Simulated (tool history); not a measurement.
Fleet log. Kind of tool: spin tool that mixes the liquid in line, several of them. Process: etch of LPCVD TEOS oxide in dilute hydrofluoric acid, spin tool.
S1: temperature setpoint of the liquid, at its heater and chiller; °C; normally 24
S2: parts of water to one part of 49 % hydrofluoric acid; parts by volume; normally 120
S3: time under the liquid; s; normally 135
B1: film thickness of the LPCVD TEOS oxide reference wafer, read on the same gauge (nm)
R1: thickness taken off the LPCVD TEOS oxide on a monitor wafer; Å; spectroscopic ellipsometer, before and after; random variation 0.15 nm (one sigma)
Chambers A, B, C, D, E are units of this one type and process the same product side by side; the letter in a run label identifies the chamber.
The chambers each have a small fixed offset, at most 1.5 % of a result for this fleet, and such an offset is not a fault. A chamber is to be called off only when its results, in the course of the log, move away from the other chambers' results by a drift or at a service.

run   hour  S1   S2   S3      B1      R1
 1D    5.7  24  120  135     140   203.8
 2C    8.5  24  120  135     140  203.53
      10.7  -- chamber A: thermometer replaced
 3B   14.7  24  120  135  139.99  197.86
 4E   18.8  24  120  135  140.01  202.61
 5A     23  24  120  135  140.02  198.34
 6B     29  21  120  200  139.99  267.75
 7D   33.7  21  120  200  139.99  269.49
 8C   38.5  21  120  200  139.99     264
 9A   43.6  21  120  200  140.01     259
10E   48.1  21  120  200     140  265.74
11D   53.3  24  120  135  140.04  199.43
12B   56.8  24  120  135  140.02  199.62
13E   62.4  21  120  135  139.98  180.97
14A   66.9  21  120  135     140  173.44
15C   73.1  21  120  135  139.99  179.44
16C   78.4  21  120  135     140  180.79
17B     82  21  120  135  139.98  177.49
18E   87.5  24  120  135     140  202.04
19D   92.7  24  120  135  140.02  203.68
20A   97.4  27  120  135  139.99  215.63
21D  103.5  27  120  135  139.99  230.69
22C  107.9  27  120  135     140  223.83
23A    112  27  120  135  139.98   212.7
24B  115.3  27  120  135     140  227.43
25E  118.6  24   95  135  140.01  260.27
26B  124.5  24   95  135  139.98  261.94
27D  130.2  24   95  135  139.99  264.62
28A  134.7  24   95  135  140.01   246.2
29E  137.8  24   95  135     140   262.7
30C  141.9  24  120  135     140  199.27
31C  146.6  24  120  135     140  203.15
32B  151.3  24  120  135  139.99  201.97
33A  156.2  24  120  135  140.03  188.03
34D  162.4  24  120  135  139.98  205.44

Next, every chamber runs the same settings. What will each give?
35A  166.9  24  150  135       ?
35B  166.9  24  150  135       ?
35C  166.9  24  150  135       ?
35D  166.9  24  150  135       ?
35E  166.9  24  150  135       ?

run      R1
35A  146.09
35B  156.66
35C  155.46
35D  155.58
35E  155.87
